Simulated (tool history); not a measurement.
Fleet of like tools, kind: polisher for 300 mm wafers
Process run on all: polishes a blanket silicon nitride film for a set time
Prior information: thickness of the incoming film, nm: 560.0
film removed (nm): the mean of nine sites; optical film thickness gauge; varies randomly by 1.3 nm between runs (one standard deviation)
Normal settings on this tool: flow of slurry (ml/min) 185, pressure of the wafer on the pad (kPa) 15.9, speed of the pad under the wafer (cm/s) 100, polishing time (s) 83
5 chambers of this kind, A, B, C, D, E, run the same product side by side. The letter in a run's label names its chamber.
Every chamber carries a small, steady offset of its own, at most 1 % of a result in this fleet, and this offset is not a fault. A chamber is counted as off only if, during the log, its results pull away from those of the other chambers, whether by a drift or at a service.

run   hour  flow of slurry (ml/min)  pressure of the wafer on the pad (kPa)  speed of the pad under the wafer (cm/s)  polishing time (s)  wafers polished on this pad  hours since the slurry nozzle was cleaned  hours since the head pressure was calibrated  film removed (nm)
 1A      4                      185                                    15.9                                      100                  83                           52                                      407.4                                         194.7             111.77
 2D    8.7                      185                                    15.9                                      100                  83                          808                                        517                                         338.3             114.42
 3E   13.1                      185                                    15.9                                      100                  83                          225                                      315.2                                         226.8             112.73
 4B   16.4                      185                                    15.9                                      100                  83                          584                                      253.7                                        1283.1             115.56
 5C   19.5                      185                                    15.9                                      100                  83                          760                                      430.2                                         116.4              114.1
        25  -- chamber A: slurry nozzle cleaned
 6A   25.4                      185                                    15.9                                      100                  83                          229                                        0.4                                         216.1             115.07
 7D   28.3                      185                                    15.9                                      100                  83                          970                                      536.6                                         357.9             111.24
 8B   32.8                      185                                    15.9                                      100                  83                          719                                      270.1                                        1299.5             115.59
      37.2  -- chamber D: worn pad replaced by a new one
 9C   37.5                      185                                    15.9                                      100                  83                          909                                      448.2                                         134.4             113.41
      41.9  -- chamber E: slurry nozzle cleaned
10E   42.6                      185                                    15.9                                      100                  97                          469                                        0.7                                         256.3             129.82
11D   46.4                      185                                    15.9                                      100                  97                           76                                      554.7                                           376             132.46
12B   50.5                      185                                    15.9                                      100                  97                          866                                      287.8                                        1317.2             136.09
13A     56                      185                                    15.9                                      100                  97                          482                                         31                                         246.7             133.71
14E   60.6                      185                                    15.9                                      100                  97                          618                                       18.7                                         274.3             132.06
15C   64.4                      185                                    15.9                                      100                  83                         1131                                      475.1                                         161.3              114.8
        67  -- chamber B: worn pad replaced by a new one
16D     68                      185                                    13.8                                       86                  83                          254                                      576.3                                         397.6             86.665
17E   71.6                      185                                    13.8                                       86                  83                          709                                       29.7                                         285.3             85.442
      72.9  -- chamber C: slurry nozzle cleaned
      74.2  -- chamber A: worn pad replaced by a new one
18B   76.1                      185                                    13.8                                       86                  83                           75                                      313.4                                        1342.8              88.74
19A     81                      185                                    13.8                                       86                  83                           56                                         56                                         271.7             87.769
      83.5  -- chamber C: worn pad replaced by a new one
20C   85.5                      185                                    13.8                                       86                  83                           16                                       12.7                                         182.4             87.253
21D   90.6                      185                                    15.9                                      100                  83                          441                                      598.9                                         420.2             113.02
22E   94.6                      185                                    15.9                                      100                  83                          899                                       52.7                                         308.3             107.43
23C  100.5                      185                                    15.9                                      100                  83                          140                                       27.7                                         197.4             113.76
24B  106.2                      185                                    15.9                                      100                  83                          324                                      343.5                                        1372.9             114.33
25A  108.9                      185                                    15.9                                      100                  83                          287                                       83.9                                         299.6             111.71
26A  114.5                      185                                    12.4                                       80                  83                          333                                       89.5                                         305.2             75.162
27B  118.6                      185                                    12.4                                       80                  83                          427                                      355.9                                        1385.3              75.37
28D  121.5                      185                                    12.4                                       80                  83                          697                                      629.8                                         451.1             74.008
29C    125                      185                                    12.4                                       80                  83                          343                                       52.2                                         221.9             74.484
30E  130.4                      185                                    12.4                                       80                  83                         1195                                       88.5                                         344.1             66.413

Next, all 5 chambers run the settings below, one line each with question marks for the results. What does each chamber give?
31A  134.9                      185                                    15.9                                      100                  83                                                                                                                                        ?
31B  134.9                      185                                    15.9                                      100                  83                                                                                                                                        ?
31C  134.9                      185                                    15.9                                      100                  83                                                                                                                                        ?
31D  134.9                      185                                    15.9                                      100                  83                                                                                                                                        ?
31E  134.9                      185                                    15.9                                      100                  83                                                                                                                                        ?

run  film removed (nm)
31A             114.79
31B             115.17
31C             111.87
31D             114.47
31E             100.74
